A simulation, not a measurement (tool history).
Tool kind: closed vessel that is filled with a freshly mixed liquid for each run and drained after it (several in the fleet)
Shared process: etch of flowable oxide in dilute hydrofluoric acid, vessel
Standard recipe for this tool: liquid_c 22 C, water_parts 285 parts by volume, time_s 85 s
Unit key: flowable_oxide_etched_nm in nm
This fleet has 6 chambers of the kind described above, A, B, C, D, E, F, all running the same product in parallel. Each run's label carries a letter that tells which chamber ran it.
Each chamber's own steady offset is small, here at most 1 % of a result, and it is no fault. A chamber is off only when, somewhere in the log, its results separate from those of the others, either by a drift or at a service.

run	hour	liquid_c	water_parts	time_s	read-back film thickness of the flowable oxide reference wafer, read on the same gauge (nm)	flowable_oxide_etched_nm
1C	4.2	22	285	85	70.002	14.674
2B	8.4	22	285	85	70.001	14.7
3E	11.1	22	285	85	70.001	14.89
4F	14.1	22	285	85	70.003	14.688
5A	16.7	22	285	85	70.01	14.377
6D	19.6	22	285	85	70.017	14.478
7D	24	22	285	85	69.994	14.355
8C	28.7	18	375	85	70.015	8.9186
9B	30.9	18	375	85	70.01	9.0114
10F	35.9	18	375	85	69.996	8.9794
11E	39	18	375	85	69.997	9.0764
12A	43.9	18	375	85	69.999	8.8464
13D	48.9	18	375	85	70.004	8.6069
14C	53.7	22	285	85	69.995	14.746
15F	56.6	22	285	85	70.009	14.625
16B	61.4	22	285	85	70	14.698
17E	64	22	285	85	70.017	14.993
18A	68	22	285	85	70.009	14.474
19D	70.2	22	285	85	69.984	14.087
20B	72.6	22	285	85	70.013	14.752
21C	75.9	22	410	85	69.996	9.1578
22F	79.2	22	410	85	69.988	9.0162
23E	81.6	22	410	85	69.994	9.2663
24A	85.1	22	410	85	70.002	8.9888
25A	87.7	22	410	85	69.993	8.9083
26F	91.2	22	410	85	70.014	9.199
27E	96.1	22	285	85	70.003	14.731
28B	99.9	22	285	85	70.003	14.712
29C	102.7	22	285	85	69.994	14.462
30D	106.3	22	285	85	70.005	13.535
31D	109.5	22	285	85	70.008	13.551
# hour 112.2: chamber C: thermometer replaced
32E	113.5	22	285	85	69.995	14.887
33A	116.3	22	285	85	70.001	14.529
34F	120.9	23.5	285	85	69.985	15.504
35B	123.3	23.5	285	85	69.986	15.472
36C	128	23.5	285	85	70.021	15.488
37A	132.3	23.5	285	85	69.982	15.497

Has any chamber moved away from the others, gradually or after a service, or does the common gauge drift, or do the chambers differ only by their own small steady offsets? State the chamber and the most likely cause if one applies.

Little by little, chamber D moves away from the other chambers.
Cause: hydrofluoric acid flow below the setpoint (%) = 9.17.

Which of the 4 candidates below, each the usual settings with something changed and its results left as question marks, puts chamber D back in line with what the other chambers give on the usual settings?
In line means no further than this from the other chambers' mean on the usual settings: flowable_oxide_etched_nm 0.46 nm
38D-1	136	18.5	285	85		?
38D-2	136	22.5	240	85		?
38D-3	136	22	260	85		?
38D-4	136	21.5	340	85		?

On the usual settings, the other chambers give on average: flowable_oxide_etched_nm 14.648 nm
run	flowable_oxide_etched_nm
38D-1	11.478
38D-2	16.485
38D-3	14.631
38D-4	10.138
With 38D-3, the chamber falls back in line with the rest.
